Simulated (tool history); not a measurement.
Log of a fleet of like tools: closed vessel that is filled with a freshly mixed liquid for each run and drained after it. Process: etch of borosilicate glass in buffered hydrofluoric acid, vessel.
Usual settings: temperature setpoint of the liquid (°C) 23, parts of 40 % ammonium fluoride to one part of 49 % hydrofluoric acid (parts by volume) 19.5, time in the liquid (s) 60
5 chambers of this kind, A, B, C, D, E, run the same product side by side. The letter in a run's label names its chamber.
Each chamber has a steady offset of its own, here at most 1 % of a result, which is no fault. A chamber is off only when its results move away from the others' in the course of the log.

run,hour,temperature setpoint of the liquid (°C),parts of 40 % ammonium fluoride to one part of 49 % hydrofluoric acid (parts by volume),time in the liquid (s),"read-back film thickness of the borosilicate glass reference wafer, read on the same gauge (nm)",thickness taken off the borosilicate glass on a monitor wafer (angstrom)
# hour 2.1: chamber C: thermometer replaced
1A,9.6,23,19.5,60,70.02,365.73
2D,18.1,23,19.5,60,69.978,369.4
3C,26,23,19.5,60,70.012,369.99
4B,33.2,23,19.5,60,69.964,374.76
5E,40.5,20.5,19.5,60,69.955,316.63
6D,47.3,20.5,19.5,60,70.002,321.92
7A,55.3,20.5,19.5,60,69.97,321.77
8E,62,20.5,19.5,60,69.965,319.83
9C,69,20.5,19.5,60,70.03,321.74
10B,79.3,23,19.5,60,70.022,378.22
11A,87.1,23,19.5,60,70.005,368.99
12B,92.2,18.5,16.5,60,69.996,354.81
13D,103.8,18.5,16.5,60,69.99,343.12
# hour 111.2: chamber A: thermometer replaced
14E,112.4,18.5,16.5,60,70.02,339.91
15C,122.2,18.5,16.5,60,70.016,340.95
16B,132.2,18.5,16.5,60,69.967,356.17
17D,137.2,23,19.5,60,69.999,368.83
# hour 142.8: chamber B: thermometer replaced
18A,146.4,23,19.5,60,69.987,368.5
# hour 152.2: chamber C: hydrofluoric acid flow meter replaced
19E,155.1,23,19.5,60,69.972,362.2
20C,161,23,19.5,60,69.98,369.67
21B,167.1,23,19.5,60,70.011,390.67
22A,173.7,23,19.5,60,70.002,369
23E,184,23,19.5,60,70.028,367.76
24D,191.3,23,19.5,60,70.003,367.13
25C,201.7,23,19.5,60,69.976,373
26A,209.6,23,19.5,60,69.983,369.13
27B,219.5,23,19.5,60,70.039,399.35
28C,227.2,23,19.5,60,69.998,371.06
29D,233.6,23,19.5,60,70.027,370.01
30E,241.7,23,19.5,60,70.013,364.03
31E,247.3,23,19.5,60,70.039,366.55
32B,257,23,19.5,60,69.996,399.78

What goes on in this fleet: one chamber off, a drifting gauge, or nothing beyond the chambers' own small offsets? Name the chamber and the cause, if any.

Chamber B drifts away from the others.
Cause: hydrofluoric acid flow above the setpoint (%) = 9.56.

Here are 4 candidates for chamber B's next run, each the usual settings with a change, their results left as question marks. Which one brings its results back in line with what the others give on the usual settings?
In line means no further than this from the other chambers' mean on the usual settings: thickness taken off the borosilicate glass on a monitor wafer (angstrom) 8.8
33B-1,265.3,23,21.5,60,,?
33B-2,265.3,23,19,60,,?
33B-3,265.3,22.5,19.5,60,,?
33B-4,265.3,23,19,65,,?

The other chambers' mean on the usual settings: thickness taken off the borosilicate glass on a monitor wafer (angstrom) 368.04
run,thickness taken off the borosilicate glass on a monitor wafer (angstrom)
33B-1,366.78
33B-2,415.38
33B-3,394.06
33B-4,449.99
33B-1 brings the chamber back in line.
